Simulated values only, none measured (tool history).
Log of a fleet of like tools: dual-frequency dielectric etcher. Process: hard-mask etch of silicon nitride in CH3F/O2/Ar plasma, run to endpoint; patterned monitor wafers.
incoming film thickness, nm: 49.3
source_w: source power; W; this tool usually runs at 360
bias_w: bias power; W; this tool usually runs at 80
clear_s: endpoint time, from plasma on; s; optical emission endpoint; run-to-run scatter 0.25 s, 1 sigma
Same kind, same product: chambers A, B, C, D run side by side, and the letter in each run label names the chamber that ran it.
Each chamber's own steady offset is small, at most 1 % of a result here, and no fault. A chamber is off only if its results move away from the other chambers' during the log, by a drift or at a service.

| run | hour | source_w | bias_w | hours since the last wet clean | hours since the last source power generator calibration | hours since the last bias power generator calibration | clear_s |
|---|---|---|---|---|---|---|---|
| 1B | 11.7 | 360 | 80 | 560.4 | 945.2 | 1537.1 | 71.383 |
| 2C | 26.7 | 360 | 80 | 136.5 | 2601.3 | 3778.8 | 71.607 |
| 3D | 34.1 | 360 | 80 | 99.5 | 1696.2 | 1892.5 | 70.523 |
| 4A | 50 | 360 | 80 | 252.2 | 1696.1 | 4795.4 | 71.62 |
| 5B | 65 | 300 | 73 | 613.7 | 998.5 | 1590.4 | 78.959 |
| 6D | 79.9 | 300 | 73 | 145.3 | 1742 | 1938.3 | 78.679 |
| 7A | 90.2 | 300 | 73 | 292.4 | 1736.3 | 4835.6 | 79.181 |
| 8C | 104.6 | 300 | 73 | 214.4 | 2679.2 | 3856.7 | 79.497 |
|  | 111.9 | chamber B: wet clean of the chamber |
| 9A | 120.4 | 360 | 80 | 322.6 | 1766.5 | 4865.8 | 70.917 |
|  | 130.8 | chamber B: bias power generator calibrated |
| 10D | 134 | 320 | 64 | 199.4 | 1796.1 | 1992.4 | 80.71 |
| 11C | 147.6 | 320 | 64 | 257.4 | 2722.2 | 3899.7 | 81.095 |
| 12B | 160.5 | 320 | 64 | 48.6 | 1094 | 29.7 | 80.858 |
| 13D | 173.5 | 320 | 64 | 238.9 | 1835.6 | 2031.9 | 80.231 |
| 14B | 181.6 | 360 | 80 | 69.7 | 1115.1 | 50.8 | 71.505 |
| 15C | 192.8 | 360 | 80 | 302.6 | 2767.4 | 3944.9 | 71.776 |
| 16A | 202.8 | 360 | 80 | 405 | 1848.9 | 4948.2 | 71.709 |
| 17B | 212.4 | 360 | 80 | 100.5 | 1145.9 | 81.6 | 71.847 |
|  | 220 | chamber C: wet clean of the chamber |
| 18A | 223.7 | 360 | 80 | 425.9 | 1869.8 | 4969.1 | 71.507 |
| 19C | 231.2 | 360 | 80 | 11.2 | 2805.8 | 3983.3 | 71.58 |
| 20D | 240.1 | 360 | 80 | 305.5 | 1902.2 | 2098.5 | 70.882 |
| 21C | 247.5 | 360 | 80 | 27.5 | 2822.1 | 3999.6 | 71.859 |
| 22A | 261.7 | 360 | 66 | 463.9 | 1907.8 | 5007.1 | 76.783 |
| 23B | 275 | 360 | 66 | 163.1 | 1208.5 | 144.2 | 76.726 |
|  | 285.1 | chamber A: wet clean of the chamber |
| 24D | 289 | 360 | 66 | 354.4 | 1951.1 | 2147.4 | 76.024 |
| 25A | 304.3 | 360 | 66 | 19.3 | 1950.4 | 5049.7 | 74.282 |
| 26C | 313.7 | 360 | 80 | 93.7 | 2888.3 | 4065.8 | 71.547 |
|  | 317.1 | chamber D: wet clean of the chamber |
| 27B | 325.6 | 390 | 93 | 213.7 | 1259.1 | 194.8 | 65.55 |
| 28D | 337 | 390 | 93 | 19.9 | 1999.1 | 2195.4 | 65.01 |
| 29D | 343.9 | 390 | 93 | 26.8 | 2006 | 2202.3 | 65.81 |
| 30C | 351.2 | 390 | 93 | 131.2 | 2925.8 | 4103.3 | 65.912 |
| 31B | 363.4 | 360 | 80 | 251.5 | 1296.9 | 232.6 | 71.393 |
| 32A | 370.3 | 270 | 80 | 85.3 | 2016.4 | 5115.7 | 76.773 |
| 33D | 384.8 | 270 | 80 | 67.7 | 2046.9 | 2243.2 | 79.762 |
| 34A | 392.3 | 270 | 80 | 107.3 | 2038.4 | 5137.7 | 76.31 |
| 35B | 408.3 | 270 | 80 | 296.4 | 1341.8 | 277.5 | 79.948 |
| 36C | 416.8 | 360 | 80 | 196.8 | 2991.4 | 4168.9 | 71.298 |
|  | 425.3 | chamber D: source power generator calibrated |
| 37D | 427 | 360 | 80 | 109.9 | 1.7 | 2285.4 | 71.221 |
| 38C | 436.3 | 360 | 80 | 216.3 | 3010.9 | 4188.4 | 71.807 |
| 39B | 449.2 | 360 | 80 | 337.3 | 1382.7 | 318.4 | 71.436 |
| 40A | 462.6 | 360 | 80 | 177.6 | 2108.7 | 5208 | 68.365 |
| 41B | 476.6 | 360 | 80 | 364.7 | 1410.1 | 345.8 | 71.305 |
| 42A | 486.9 | 360 | 80 | 201.9 | 2133 | 5232.3 | 68.894 |
| 43D | 497.7 | 360 | 80 | 180.6 | 72.4 | 2356.1 | 71.096 |
| 44C | 506.1 | 360 | 80 | 286.1 | 3080.7 | 4258.2 | 71.462 |

Has any chamber moved away from the others, gradually or after a service, or does the common gauge drift, or do the chambers differ only by their own small steady offsets? State the chamber and the most likely cause if one applies.

The work done on chamber A during a service left it standing apart from the others.
Most likely cause: etch rate over this chamber's usual, % = 3.85.

Which of the 4 candidates below, each the usual settings with something changed and its results left as question marks, puts chamber A back in line with what the other chambers give on the usual settings?
In-line tolerance around the mean of the other chambers on the usual settings: clear_s 0.87 s
| 45A-1 | 517.5 | 360 | 72 |  |  |  | ? |
| 45A-2 | 517.5 | 350 | 78 |  |  |  | ? |
| 45A-3 | 517.5 | 360 | 84 |  |  |  | ? |
| 45A-4 | 517.5 | 400 | 80 |  |  |  | ? |

Average result of the remaining chambers running the usual settings: clear_s 71.371 s
| run | clear_s |
|---|---|
| 45A-1 | 71.402 |
| 45A-2 | 70.134 |
| 45A-3 | 67.578 |
| 45A-4 | 66.139 |
It is 45A-1 that realigns the chamber with its peers.

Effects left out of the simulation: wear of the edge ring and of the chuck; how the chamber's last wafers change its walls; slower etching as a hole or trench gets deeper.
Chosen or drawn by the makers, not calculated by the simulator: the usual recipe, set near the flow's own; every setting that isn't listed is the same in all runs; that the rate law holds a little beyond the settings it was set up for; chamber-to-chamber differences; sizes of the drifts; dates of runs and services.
